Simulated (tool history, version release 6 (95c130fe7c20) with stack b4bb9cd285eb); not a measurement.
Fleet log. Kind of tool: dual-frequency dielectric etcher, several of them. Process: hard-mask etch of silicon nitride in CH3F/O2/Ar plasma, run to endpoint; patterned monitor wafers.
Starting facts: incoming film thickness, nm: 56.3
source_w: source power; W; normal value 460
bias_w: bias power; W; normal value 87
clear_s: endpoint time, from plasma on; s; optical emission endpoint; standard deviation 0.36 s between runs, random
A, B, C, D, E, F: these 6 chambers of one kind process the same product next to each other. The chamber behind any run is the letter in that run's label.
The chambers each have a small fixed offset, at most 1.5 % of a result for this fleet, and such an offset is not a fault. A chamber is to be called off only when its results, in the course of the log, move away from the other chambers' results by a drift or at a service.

Run 1F, day 0.254: usual settings. Result: clear_s 72.188 s.
Run 2E, day 0.517: usual settings. Result: clear_s 72.552 s.
Run 3C, day 0.838: usual settings. Result: clear_s 73.188 s.
At day 0.933: chamber D: wet clean of the chamber.
Run 4D, day 1.067: usual settings. Result: clear_s 72.271 s.
Run 5A, day 1.538: usual settings. Result: clear_s 72.293 s.
Run 6B, day 2.008: usual settings. Result: clear_s 72.139 s.
Run 7C, day 2.300: usual settings but source_w 410 W, bias_w 79 W. Result: clear_s 78.471 s.
Run 8A, day 2.796: usual settings but source_w 410 W, bias_w 79 W. Result: clear_s 78.267 s.
Run 9F, day 3.212: usual settings but source_w 410 W, bias_w 79 W. Result: clear_s 78.920 s.
Run 10B, day 3.512: usual settings but source_w 410 W, bias_w 79 W. Result: clear_s 78.115 s.
Run 11D, day 3.742: usual settings but source_w 410 W, bias_w 79 W. Result: clear_s 78.827 s.
Run 12E, day 4.246: usual settings but source_w 410 W, bias_w 79 W. Result: clear_s 77.115 s.
Run 13B, day 4.671: usual settings but source_w 510 W. Result: clear_s 68.944 s.
Run 14D, day 5.017: usual settings but source_w 510 W. Result: clear_s 68.842 s.
Run 15F, day 5.354: usual settings but source_w 510 W. Result: clear_s 70.281 s.
Run 16E, day 5.588: usual settings but source_w 510 W. Result: clear_s 69.522 s.
Run 17C, day 5.942: usual settings but source_w 510 W. Result: clear_s 70.523 s.
Run 18A, day 6.267: usual settings but source_w 510 W. Result: clear_s 69.499 s.
Run 19A, day 6.633: usual settings. Result: clear_s 71.857 s.
Run 20E, day 6.871: usual settings. Result: clear_s 71.795 s.
Run 21B, day 7.196: usual settings. Result: clear_s 71.920 s.
Run 22C, day 7.500: usual settings. Result: clear_s 73.523 s.
Run 23F, day 8.004: usual settings but source_w 420 W, bias_w 80 W. Result: clear_s 77.776 s.
At day 8.017: chamber C: wet clean of the chamber.
Run 24D, day 8.275: usual settings but source_w 420 W, bias_w 80 W. Result: clear_s 77.185 s.
Run 25C, day 8.575: usual settings but source_w 420 W, bias_w 80 W. Result: clear_s 77.827 s.
Run 26F, day 8.875: usual settings but source_w 420 W, bias_w 80 W. Result: clear_s 78.384 s.
Run 27D, day 9.242: usual settings but source_w 420 W, bias_w 80 W. Result: clear_s 76.607 s.
Run 28B, day 9.542: usual settings but source_w 420 W, bias_w 80 W. Result: clear_s 76.926 s.
Run 29E, day 9.854: usual settings. Result: clear_s 72.326 s.
Run 30A, day 10.117: usual settings. Result: clear_s 72.747 s.
At day 10.125: chamber E: wet clean of the chamber.
At day 10.417: chamber A: wet clean of the chamber.
Run 31F, day 10.467: usual settings. Result: clear_s 73.493 s.
Run 32D, day 10.942: usual settings. Result: clear_s 72.354 s.
Run 33B, day 11.183: usual settings. Result: clear_s 72.679 s.
Run 34C, day 11.446: usual settings. Result: clear_s 73.447 s.
Run 35E, day 11.867: usual settings but source_w 420 W, bias_w 106 W. Result: clear_s 70.483 s.
Run 36A, day 12.204: usual settings but source_w 420 W, bias_w 106 W. Result: clear_s 70.303 s.
Run 37B, day 12.583: usual settings but source_w 420 W, bias_w 106 W. Result: clear_s 68.871 s.
Run 38F, day 13.050: usual settings but source_w 420 W, bias_w 106 W. Result: clear_s 71.083 s.
Run 39D, day 13.367: usual settings but source_w 420 W, bias_w 106 W. Result: clear_s 69.924 s.
Run 40A, day 13.650: usual settings but source_w 420 W, bias_w 106 W. Result: clear_s 70.107 s.
Run 41E, day 13.900: usual settings. Result: clear_s 71.577 s.
Run 42C, day 14.342: usual settings. Result: clear_s 74.105 s.
Run 43D, day 14.812: usual settings but source_w 340 W, bias_w 104 W. Result: clear_s 76.526 s.
Run 44F, day 15.246: usual settings but source_w 340 W, bias_w 104 W. Result: clear_s 78.292 s.

Predict what each chamber gives when all 6 of them run the settings below next.
Run 45A, day 15.604: usual settings. Result: clear_s ?.
Run 45B, day 15.604: usual settings. Result: clear_s ?.
Run 45C, day 15.604: usual settings. Result: clear_s ?.
Run 45D, day 15.604: usual settings. Result: clear_s ?.
Run 45E, day 15.604: usual settings. Result: clear_s ?.
Run 45F, day 15.604: usual settings. Result: clear_s ?.

run  clear_s
45A   72.245
45B   72.497
45C   72.788
45D   72.535
45E   72.256
45F   74.677

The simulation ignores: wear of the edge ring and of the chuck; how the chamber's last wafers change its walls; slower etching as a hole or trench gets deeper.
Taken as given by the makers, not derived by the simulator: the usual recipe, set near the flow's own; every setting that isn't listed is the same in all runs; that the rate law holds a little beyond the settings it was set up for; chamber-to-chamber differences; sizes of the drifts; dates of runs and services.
